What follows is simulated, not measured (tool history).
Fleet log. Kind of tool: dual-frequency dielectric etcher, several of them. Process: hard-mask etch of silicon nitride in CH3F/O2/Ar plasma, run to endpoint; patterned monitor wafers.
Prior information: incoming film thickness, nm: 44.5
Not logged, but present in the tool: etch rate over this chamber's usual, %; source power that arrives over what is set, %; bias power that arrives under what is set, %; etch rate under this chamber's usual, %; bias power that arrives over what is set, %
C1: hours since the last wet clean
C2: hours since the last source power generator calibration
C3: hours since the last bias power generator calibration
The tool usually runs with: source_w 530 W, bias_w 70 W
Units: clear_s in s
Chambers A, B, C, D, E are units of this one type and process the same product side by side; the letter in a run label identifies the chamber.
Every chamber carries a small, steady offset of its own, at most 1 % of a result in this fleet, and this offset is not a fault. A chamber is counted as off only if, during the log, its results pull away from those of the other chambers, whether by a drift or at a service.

Run 1E, hour 8.2: usual settings; C1 251.7; C2 842.2; C3 2571.3. Result: clear_s 58.692 s.
Run 2A, hour 12.6: usual settings; C1 175.5; C2 2813.6; C3 862.9. Result: clear_s 58.507 s.
Run 3D, hour 20.1: usual settings; C1 179.8; C2 2644.5; C3 95.8. Result: clear_s 58.283 s.
Run 4C, hour 27.0: usual settings; C1 183.2; C2 1837.1; C3 968.7. Result: clear_s 58.164 s.
Run 5B, hour 32.8: usual settings; C1 439.8; C2 203.8; C3 1028.4. Result: clear_s 58.372 s.
Run 6D, hour 37.7: usual settings but bias_w 79 W; C1 197.4; C2 2662.1; C3 113.4. Result: clear_s 56.567 s.
Run 7B, hour 45.0: usual settings but bias_w 79 W; C1 452.0; C2 216.0; C3 1040.6. Result: clear_s 56.427 s.
Run 8A, hour 48.8: usual settings but bias_w 79 W; C1 211.7; C2 2849.8; C3 899.1. Result: clear_s 55.723 s.
Run 9C, hour 54.4: usual settings but bias_w 79 W; C1 210.6; C2 1864.5; C3 996.1. Result: clear_s 55.307 s.
Run 10E, hour 59.7: usual settings but bias_w 79 W; C1 303.2; C2 893.7; C3 2622.8. Result: clear_s 56.459 s.
Run 11D, hour 64.7: usual settings; C1 224.4; C2 2689.1; C3 140.4. Result: clear_s 58.415 s.
Run 12C, hour 70.8: usual settings but bias_w 78 W; C1 227.0; C2 1880.9; C3 1012.5. Result: clear_s 55.837 s.
Run 13A, hour 77.9: usual settings but bias_w 78 W; C1 240.8; C2 2878.9; C3 928.2. Result: clear_s 55.550 s.
Run 14B, hour 84.5: usual settings but bias_w 78 W; C1 491.5; C2 255.5; C3 1080.1. Result: clear_s 55.992 s.
Run 15E, hour 90.3: usual settings but bias_w 78 W; C1 333.8; C2 924.3; C3 2653.4. Result: clear_s 56.949 s.
Run 16B, hour 97.1: usual settings but bias_w 78 W; C1 504.1; C2 268.1; C3 1092.7. Result: clear_s 56.201 s.
Run 17C, hour 101.6: usual settings; C1 257.8; C2 1911.7; C3 1043.3. Result: clear_s 58.013 s.
Run 18A, hour 107.0: usual settings but source_w 610 W, bias_w 55 W; C1 269.9; C2 2908.0; C3 957.3. Result: clear_s 58.536 s.
Run 19D, hour 112.2: usual settings but source_w 610 W, bias_w 55 W; C1 271.9; C2 2736.6; C3 187.9. Result: clear_s 59.889 s.
Run 20E, hour 117.4: usual settings but source_w 610 W, bias_w 55 W; C1 360.9; C2 951.4; C3 2680.5. Result: clear_s 60.313 s.
Run 21B, hour 121.1: usual settings but source_w 610 W, bias_w 55 W; C1 528.1; C2 292.1; C3 1116.7. Result: clear_s 59.427 s.
Run 22A, hour 128.2: usual settings but source_w 610 W, bias_w 55 W; C1 291.1; C2 2929.2; C3 978.5. Result: clear_s 58.341 s.
Run 23C, hour 136.2: usual settings but source_w 600 W; C1 292.4; C2 1946.3; C3 1077.9. Result: clear_s 55.865 s.
Run 24E, hour 140.3: usual settings but source_w 600 W; C1 383.8; C2 974.3; C3 2703.4. Result: clear_s 56.236 s.
Run 25D, hour 145.3: usual settings but source_w 600 W; C1 305.0; C2 2769.7; C3 221.0. Result: clear_s 55.633 s.
Run 26D, hour 153.4: usual settings but source_w 600 W; C1 313.1; C2 2777.8; C3 229.1. Result: clear_s 55.808 s.
Run 27E, hour 159.7: usual settings but source_w 600 W; C1 403.2; C2 993.7; C3 2722.8. Result: clear_s 56.421 s.
Run 28B, hour 167.2: usual settings; C1 574.2; C2 338.2; C3 1162.8. Result: clear_s 58.401 s.
Run 29A, hour 172.0: usual settings; C1 334.9; C2 2973.0; C3 1022.3. Result: clear_s 56.082 s.
Run 30C, hour 176.9: usual settings but source_w 440 W; C1 333.1; C2 1987.0; C3 1118.6. Result: clear_s 62.307 s.
Run 31C, hour 183.0: usual settings but source_w 440 W; C1 339.2; C2 1993.1; C3 1124.7. Result: clear_s 62.741 s.
Run 32B, hour 186.7: usual settings but source_w 440 W; C1 593.7; C2 357.7; C3 1182.3. Result: clear_s 62.390 s.

Decide between three cases: one chamber stands off from its peers, the gauge reading all wafers drifts, or nothing is wrong past each chamber's small offset. Where a chamber is off, say which and what most likely put it there.

Little by little, chamber A moves away from the other chambers.
Likeliest cause: etch rate over this chamber's usual, % = 4.22.

Below are 4 candidate recipes for chamber A's next run, each the usual settings with a change, their results shown as question marks. Which of them brings A's results back in line with what the other chambers give on the usual settings?
To be in line, a result may differ from the other chambers' mean on the usual settings by at most: clear_s 0.940 s
Run 33A-1, hour 192.7: usual settings but source_w 500 W, bias_w 66 W. Result: clear_s ?.
Run 33A-2, hour 192.7: usual settings but source_w 580 W, bias_w 77 W. Result: clear_s ?.
Run 33A-3, hour 192.7: usual settings but bias_w 56 W. Result: clear_s ?.
Run 33A-4, hour 192.7: usual settings but source_w 560 W, bias_w 74 W. Result: clear_s ?.

The mean the other chambers reach with the usual settings: clear_s 58.444 s
  run  clear_s
33A-1   58.358
33A-2   52.398
33A-3   60.188
33A-4   53.814
33A-1 is the one that brings the chamber's results back in line with the other chambers.

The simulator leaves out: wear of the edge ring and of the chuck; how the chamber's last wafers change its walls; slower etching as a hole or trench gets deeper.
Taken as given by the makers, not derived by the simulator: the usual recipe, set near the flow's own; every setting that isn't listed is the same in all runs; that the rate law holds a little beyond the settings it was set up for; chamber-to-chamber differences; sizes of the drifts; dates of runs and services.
